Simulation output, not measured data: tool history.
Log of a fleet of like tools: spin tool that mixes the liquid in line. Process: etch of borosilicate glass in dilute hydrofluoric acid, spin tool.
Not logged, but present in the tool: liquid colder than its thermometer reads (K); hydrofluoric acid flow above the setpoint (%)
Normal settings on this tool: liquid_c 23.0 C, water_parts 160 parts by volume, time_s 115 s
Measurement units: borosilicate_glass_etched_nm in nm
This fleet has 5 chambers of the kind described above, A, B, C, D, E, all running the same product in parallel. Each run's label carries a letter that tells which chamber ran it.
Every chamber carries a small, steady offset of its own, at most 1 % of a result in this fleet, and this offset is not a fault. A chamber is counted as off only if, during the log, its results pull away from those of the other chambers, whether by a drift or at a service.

run,hour,liquid_c,water_parts,time_s,hours since the thermometer was replaced,hours since the hydrofluoric acid flow meter was replaced,"read-back film thickness of the borosilicate glass reference wafer, read on the same gauge (nm)",borosilicate_glass_etched_nm
1B,4.9,23.0,160,115,824.5,334.7,120.00,18.596
2E,9.3,23.0,160,115,1606.5,358.1,120.01,18.572
3C,12.9,23.0,160,115,39.3,549.4,120.01,18.629
4D,18.4,23.0,160,115,174.9,460.6,119.97,18.910
5A,22.9,23.0,160,115,762.9,562.0,120.00,18.704
6D,26.8,23.0,160,115,183.3,469.0,120.01,18.724
7C,30.1,23.0,160,115,56.5,566.6,119.99,18.709
8E,35.4,23.0,160,115,1632.6,384.2,119.99,18.440
9A,41.1,23.0,160,115,781.1,580.2,119.98,18.777
10B,46.3,23.0,160,115,865.9,376.1,120.03,18.562
11A,50.4,23.0,160,115,790.4,589.5,119.98,18.776
12B,54.6,23.0,160,115,874.2,384.4,119.99,18.577
13E,61.1,23.0,160,115,1658.3,409.9,120.00,18.710
14C,67.1,25.5,160,160,93.5,603.6,119.99,28.604
15D,70.3,25.5,160,160,226.8,512.5,119.95,28.319
16D,76.0,25.5,160,160,232.5,518.2,120.00,28.305
17B,81.7,25.5,160,160,901.3,411.5,120.02,27.565
18C,84.8,25.5,160,160,111.2,621.3,120.01,28.495
19A,88.3,23.0,160,115,828.3,627.4,119.97,18.890
20E,94.7,23.0,160,115,1691.9,443.5,120.00,18.798
21C,99.1,23.0,100,145,125.5,635.6,120.02,40.003
22A,103.9,23.0,100,145,843.9,643.0,119.99,40.521
23B,107.9,23.0,100,145,927.5,437.7,120.01,37.643
24E,111.9,23.0,100,145,1709.1,460.7,120.01,39.957
25D,115.8,23.0,100,145,272.3,558.0,120.01,40.151
26C,120.7,23.0,160,115,147.1,657.2,119.98,18.805
27A,125.5,23.0,160,115,865.5,664.6,119.99,18.558
28B,132.1,23.0,160,115,951.7,461.9,120.00,17.179
29D,136.3,23.0,160,115,292.8,578.5,119.97,18.578
30E,139.8,23.0,160,115,1737.0,488.6,120.04,18.680
31D,144.0,23.0,160,115,300.5,586.2,120.00,18.589
32A,147.3,23.0,160,115,887.3,686.4,120.00,18.597
33B,150.8,23.0,160,115,970.4,480.6,120.01,17.037
34E,155.5,18.0,190,115,1752.7,504.3,120.00,12.532
35C,160.1,18.0,190,115,186.5,696.6,120.00,12.738
36A,163.4,18.0,190,115,903.4,702.5,120.00,12.504

Is one chamber out of step, is the gauge drifting, or do the chambers differ by no more than their own small offsets? For an off chamber, give its letter and the likeliest cause.

One chamber, B, drifts off from the rest bit by bit.
Cause: liquid colder than its thermometer reads (K) = 2.62.
The log might look much the same if the cause were instead: hydrofluoric acid flow below the setpoint (%).

Which of the 4 candidates below, each the usual settings with something changed and its results left as question marks, puts chamber B back in line with what the other chambers give on the usual settings?
In line means no further than this from the other chambers' mean on the usual settings: borosilicate_glass_etched_nm 0.480 nm
37B-1,168.4,23.0,170,110,,,,?
37B-2,168.4,24.5,160,115,,,,?
37B-3,168.4,26.0,160,115,,,,?
37B-4,168.4,23.0,170,115,,,,?

Other chambers, usual settings, mean: borosilicate_glass_etched_nm 18.642 nm
run,borosilicate_glass_etched_nm
37B-1,15.021
37B-2,17.865
37B-3,18.927
37B-4,15.704
The right change is 37B-3: it brings the chamber back within the allowed miss of the others.
